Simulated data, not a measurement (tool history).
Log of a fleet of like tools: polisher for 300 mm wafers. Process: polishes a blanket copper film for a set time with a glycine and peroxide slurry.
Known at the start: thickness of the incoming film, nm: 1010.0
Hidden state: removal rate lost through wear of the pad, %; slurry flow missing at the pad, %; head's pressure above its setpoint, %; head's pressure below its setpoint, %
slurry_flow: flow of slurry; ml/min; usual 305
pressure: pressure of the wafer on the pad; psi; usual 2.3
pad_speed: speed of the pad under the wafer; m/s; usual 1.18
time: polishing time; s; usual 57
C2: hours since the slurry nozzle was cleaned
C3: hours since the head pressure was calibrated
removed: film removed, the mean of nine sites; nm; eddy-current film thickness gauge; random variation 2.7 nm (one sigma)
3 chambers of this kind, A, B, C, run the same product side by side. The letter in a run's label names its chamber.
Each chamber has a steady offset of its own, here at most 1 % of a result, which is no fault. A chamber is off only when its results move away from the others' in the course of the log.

Run 1B, hour 3.9: usual settings; wafers polished on this pad 891; C2 8.9; C3 314.1. Result: removed 316.04 nm.
Run 2C, hour 8.9: usual settings; wafers polished on this pad 233; C2 265.5; C3 825.6. Result: removed 306.20 nm.
Run 3A, hour 12.9: usual settings; wafers polished on this pad 883; C2 464.4; C3 843.5. Result: removed 312.76 nm.
Run 4C, hour 16.7: usual settings; wafers polished on this pad 298; C2 273.3; C3 833.4. Result: removed 311.35 nm.
Run 5A, hour 24.0: usual settings but pressure 2.0 psi, time 64 s; wafers polished on this pad 976; C2 475.5; C3 854.6. Result: removed 308.93 nm.
Run 6B, hour 31.3: usual settings but pressure 2.0 psi, time 64 s; wafers polished on this pad 1121; C2 36.3; C3 341.5. Result: removed 315.58 nm.
Run 7B, hour 37.5: usual settings but pressure 2.0 psi, time 64 s; wafers polished on this pad 1173; C2 42.5; C3 347.7. Result: removed 314.50 nm.
Run 8C, hour 44.6: usual settings; wafers polished on this pad 532; C2 301.2; C3 861.3. Result: removed 311.20 nm.
At hour 45.9: chamber C: worn pad replaced by a new one.
At hour 50.5: chamber B: worn pad replaced by a new one.
Run 9A, hour 51.4: usual settings; wafers polished on this pad 1205; C2 502.9; C3 882.0. Result: removed 310.73 nm.
Run 10A, hour 59.5: usual settings; wafers polished on this pad 1273; C2 511.0; C3 890.1. Result: removed 303.03 nm.
Run 11C, hour 67.5: usual settings; wafers polished on this pad 181; C2 324.1; C3 884.2. Result: removed 304.86 nm.
Run 12B, hour 73.6: usual settings; wafers polished on this pad 194; C2 78.6; C3 383.8. Result: removed 310.08 nm.
Run 13C, hour 81.3: usual settings; wafers polished on this pad 296; C2 337.9; C3 898.0. Result: removed 308.66 nm.
Run 14A, hour 84.9: usual settings; wafers polished on this pad 1486; C2 536.4; C3 915.5. Result: removed 307.85 nm.
At hour 88.7: chamber A: worn pad replaced by a new one.
Run 15B, hour 89.4: usual settings; wafers polished on this pad 326; C2 94.4; C3 399.6. Result: removed 314.13 nm.
At hour 94.4: chamber C: head pressure recalibrated.
Run 16C, hour 95.3: usual settings; wafers polished on this pad 414; C2 351.9; C3 1.0. Result: removed 285.69 nm.
Run 17B, hour 99.2: usual settings; wafers polished on this pad 408; C2 104.2; C3 409.4. Result: removed 314.50 nm.
Run 18A, hour 104.8: usual settings; wafers polished on this pad 134; C2 556.3; C3 935.4. Result: removed 310.75 nm.
At hour 109.0: chamber C: worn pad replaced by a new one.
Run 19A, hour 112.7: usual settings; wafers polished on this pad 201; C2 564.2; C3 943.3. Result: removed 309.32 nm.
Run 20B, hour 116.9: usual settings; wafers polished on this pad 556; C2 121.9; C3 427.1. Result: removed 314.19 nm.
Run 21C, hour 121.4: usual settings; wafers polished on this pad 104; C2 378.0; C3 27.1. Result: removed 283.94 nm.
Run 22A, hour 129.0: usual settings; wafers polished on this pad 337; C2 580.5; C3 959.6. Result: removed 308.84 nm.
Run 23B, hour 137.2: usual settings; wafers polished on this pad 727; C2 142.2; C3 447.4. Result: removed 316.30 nm.
Run 24C, hour 144.1: usual settings; wafers polished on this pad 294; C2 400.7; C3 49.8. Result: removed 289.28 nm.
Run 25A, hour 149.2: usual settings; wafers polished on this pad 507; C2 600.7; C3 979.8. Result: removed 307.53 nm.
Run 26C, hour 155.9: usual settings; wafers polished on this pad 393; C2 412.5; C3 61.6. Result: removed 290.10 nm.
At hour 156.0: chamber B: head pressure recalibrated.
Run 27B, hour 161.8: usual settings; wafers polished on this pad 933; C2 166.8; C3 5.8. Result: removed 307.56 nm.
Run 28A, hour 167.6: usual settings; wafers polished on this pad 661; C2 619.1; C3 998.2. Result: removed 309.23 nm.
At hour 172.7: chamber C: worn pad replaced by a new one.
Run 29C, hour 173.3: usual settings; wafers polished on this pad 5; C2 429.9; C3 79.0. Result: removed 286.01 nm.
Run 30B, hour 177.1: usual settings; wafers polished on this pad 1061; C2 182.1; C3 21.1. Result: removed 309.90 nm.
Run 31C, hour 183.0: usual settings; wafers polished on this pad 86; C2 439.6; C3 88.7. Result: removed 284.62 nm.
Run 32B, hour 190.3: usual settings; wafers polished on this pad 1172; C2 195.3; C3 34.3. Result: removed 312.87 nm.
Run 33A, hour 197.2: usual settings; wafers polished on this pad 909; C2 648.7; C3 1027.8. Result: removed 311.00 nm.
At hour 201.6: chamber B: worn pad replaced by a new one.
Run 34B, hour 201.6: usual settings; wafers polished on this pad 0; C2 206.6; C3 45.6. Result: removed 311.15 nm.
Run 35A, hour 205.1: usual settings; wafers polished on this pad 975; C2 656.6; C3 1035.7. Result: removed 308.26 nm.
Run 36C, hour 209.9: usual settings; wafers polished on this pad 312; C2 466.5; C3 115.6. Result: removed 285.65 nm.
Run 37A, hour 213.5: usual settings; wafers polished on this pad 1046; C2 665.0; C3 1044.1. Result: removed 308.55 nm.

What goes on in this fleet: one chamber off, a drifting gauge, or nothing beyond the chambers' own small offsets? Name the chamber and the cause, if any.

A service left chamber C off against the others.
Cause: head's pressure below its setpoint, % = 9.

Here are 4 candidates for chamber C's next run, each the usual settings with a change, their results left as question marks. Which one brings its results back in line with what the others give on the usual settings?
In line means no further than this from the other chambers' mean on the usual settings: removed 9.50 nm
Run 38C-1, hour 219.4: usual settings but pressure 2.4 psi, pad_speed 1.26 m/s, time 62 s. Result: removed ?.
Run 38C-2, hour 219.4: usual settings but time 52 s. Result: removed ?.
Run 38C-3, hour 219.4: usual settings but slurry_flow 300 ml/min, pad_speed 1.08 m/s, time 51 s. Result: removed ?.
Run 38C-4, hour 219.4: usual settings but pressure 2.4 psi, pad_speed 1.20 m/s, time 59 s. Result: removed ?.

The other chambers' mean on the usual settings: removed 310.44 nm
  run  removed
38C-1   338.58
38C-2   260.26
38C-3   237.60
38C-4   309.67
38C-4 brings the chamber back in line.
